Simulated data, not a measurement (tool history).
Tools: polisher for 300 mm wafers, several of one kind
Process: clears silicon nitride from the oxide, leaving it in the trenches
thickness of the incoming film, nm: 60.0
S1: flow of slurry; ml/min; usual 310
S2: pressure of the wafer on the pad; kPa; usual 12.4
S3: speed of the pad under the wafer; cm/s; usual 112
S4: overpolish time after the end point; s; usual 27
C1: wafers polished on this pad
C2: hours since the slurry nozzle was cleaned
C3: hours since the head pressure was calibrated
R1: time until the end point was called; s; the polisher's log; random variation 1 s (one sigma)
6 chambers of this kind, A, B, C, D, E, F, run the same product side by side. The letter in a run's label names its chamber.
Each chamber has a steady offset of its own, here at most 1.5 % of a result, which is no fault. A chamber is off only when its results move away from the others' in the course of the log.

At hour 1.9: chamber E: worn pad replaced by a new one.
At hour 6.3: chamber C: worn pad replaced by a new one.
Run 1B, hour 8.0: usual settings; C1 724; C2 854.1; C3 903.9. Result: R1 95.990 s.
Run 2E, hour 12.1: usual settings; C1 80; C2 349.0; C3 498.4. Result: R1 94.204 s.
Run 3C, hour 19.6: usual settings; C1 104; C2 134.6; C3 341.0. Result: R1 95.758 s.
At hour 27.2: chamber A: slurry nozzle cleaned.
Run 4D, hour 28.4: usual settings; C1 547; C2 337.9; C3 1039.4. Result: R1 93.877 s.
At hour 28.5: chamber A: worn pad replaced by a new one.
Run 5A, hour 33.3: usual settings; C1 38; C2 6.2; C3 190.8. Result: R1 92.216 s.
At hour 34.6: chamber B: head pressure recalibrated.
At hour 35.7: chamber D: worn pad replaced by a new one.
Run 6F, hour 39.2: usual settings; C1 347; C2 129.5; C3 330.6. Result: R1 95.664 s.
Run 7E, hour 47.0: usual settings; C1 353; C2 383.9; C3 533.3. Result: R1 93.762 s.
Run 8A, hour 53.9: usual settings but S1 255 ml/min, S4 12 s; C1 199; C2 26.8; C3 211.4. Result: R1 94.954 s.
Run 9C, hour 58.5: usual settings but S1 255 ml/min, S4 12 s; C1 409; C2 173.5; C3 379.9. Result: R1 97.224 s.
At hour 59.9: chamber B: slurry nozzle cleaned.
Run 10F, hour 64.3: usual settings but S1 255 ml/min, S4 12 s; C1 543; C2 154.6; C3 355.7. Result: R1 96.823 s.
Run 11D, hour 71.9: usual settings but S1 255 ml/min, S4 12 s; C1 283; C2 381.4; C3 1082.9. Result: R1 96.072 s.
At hour 75.7: chamber B: worn pad replaced by a new one.
At hour 76.5: chamber C: slurry nozzle cleaned.
Run 12B, hour 79.3: usual settings but S1 255 ml/min, S4 12 s; C1 28; C2 19.4; C3 44.7. Result: R1 93.596 s.
Run 13F, hour 86.9: usual settings but S1 255 ml/min, S4 12 s; C1 720; C2 177.2; C3 378.3. Result: R1 97.487 s.
At hour 89.7: chamber F: worn pad replaced by a new one.
Run 14A, hour 92.4: usual settings but S1 405 ml/min, S3 96 cm/s; C1 500; C2 65.3; C3 249.9. Result: R1 106.510 s.
Run 15C, hour 97.3: usual settings but S1 405 ml/min, S3 96 cm/s; C1 713; C2 20.8; C3 418.7. Result: R1 108.700 s.
Run 16E, hour 106.0: usual settings but S1 405 ml/min, S3 96 cm/s; C1 815; C2 442.9; C3 592.3. Result: R1 109.930 s.
Run 17B, hour 110.4: usual settings but S1 405 ml/min, S3 96 cm/s; C1 272; C2 50.5; C3 75.8. Result: R1 110.420 s.
At hour 116.3: chamber D: worn pad replaced by a new one.
Run 18D, hour 117.7: usual settings but S1 405 ml/min, S3 96 cm/s; C1 11; C2 427.2; C3 1128.7. Result: R1 108.450 s.
Run 19F, hour 125.1: usual settings but S1 405 ml/min, S3 96 cm/s; C1 277; C2 215.4; C3 416.5. Result: R1 109.210 s.
At hour 129.4: chamber F: slurry nozzle cleaned.
Run 20B, hour 129.7: usual settings; C1 423; C2 69.8; C3 95.1. Result: R1 95.704 s.
At hour 130.4: chamber E: head pressure recalibrated.
Run 21D, hour 134.4: usual settings; C1 141; C2 443.9; C3 1145.4. Result: R1 94.823 s.
At hour 134.7: chamber A: worn pad replaced by a new one.
Run 22C, hour 140.9: usual settings but S3 82 cm/s; C1 1054; C2 64.4; C3 462.3. Result: R1 130.960 s.
Run 23E, hour 146.5: usual settings but S3 82 cm/s; C1 1132; C2 483.4; C3 16.2. Result: R1 140.390 s.
Run 24A, hour 150.9: usual settings but S3 82 cm/s; C1 127; C2 123.8; C3 308.4. Result: R1 127.210 s.
At hour 151.9: chamber C: worn pad replaced by a new one.
Run 25A, hour 157.8: usual settings but S3 82 cm/s; C1 181; C2 130.7; C3 315.3. Result: R1 124.890 s.
At hour 164.4: chamber E: worn pad replaced by a new one.
Run 26D, hour 166.8: usual settings but S3 82 cm/s; C1 395; C2 476.3; C3 1177.8. Result: R1 130.630 s.
Run 27C, hour 172.7: usual settings but S3 82 cm/s; C1 163; C2 96.2; C3 494.1. Result: R1 132.140 s.
Run 28B, hour 181.1: usual settings; C1 825; C2 121.2; C3 146.5. Result: R1 94.906 s.
At hour 182.9: chamber F: worn pad replaced by a new one.
At hour 184.7: chamber D: worn pad replaced by a new one.
Run 29F, hour 190.1: usual settings but S2 15.2 kPa; C1 56; C2 60.8; C3 481.5. Result: R1 78.403 s.
Run 30E, hour 196.2: usual settings but S2 15.2 kPa; C1 249; C2 533.1; C3 65.9. Result: R1 86.393 s.
Run 31A, hour 205.4: usual settings but S2 15.2 kPa; C1 553; C2 178.3; C3 362.9. Result: R1 75.813 s.
At hour 210.2: chamber B: worn pad replaced by a new one.
Run 32F, hour 212.2: usual settings but S2 15.2 kPa; C1 229; C2 82.9; C3 503.6. Result: R1 76.901 s.
Run 33D, hour 219.3: usual settings but S2 15.2 kPa; C1 271; C2 528.8; C3 1230.3. Result: R1 77.140 s.
Run 34E, hour 223.4: usual settings but S2 15.2 kPa; C1 462; C2 560.3; C3 93.1. Result: R1 86.752 s.
Run 35B, hour 228.9: usual settings; C1 146; C2 169.0; C3 194.3. Result: R1 95.167 s.
Run 36C, hour 233.0: usual settings; C1 635; C2 156.5; C3 554.4. Result: R1 95.553 s.

All 6 chambers run these settings next. Forecast each chamber's results:
Run 37A, hour 239.8: usual settings but S4 21 s. Result: R1 ?.
Run 37B, hour 239.8: usual settings but S4 21 s. Result: R1 ?.
Run 37C, hour 239.8: usual settings but S4 21 s. Result: R1 ?.
Run 37D, hour 239.8: usual settings but S4 21 s. Result: R1 ?.
Run 37E, hour 239.8: usual settings but S4 21 s. Result: R1 ?.
Run 37F, hour 239.8: usual settings but S4 21 s. Result: R1 ?.

run       R1
37A   93.342
37B   93.949
37C   93.717
37D   93.783
37E  101.380
37F   96.208

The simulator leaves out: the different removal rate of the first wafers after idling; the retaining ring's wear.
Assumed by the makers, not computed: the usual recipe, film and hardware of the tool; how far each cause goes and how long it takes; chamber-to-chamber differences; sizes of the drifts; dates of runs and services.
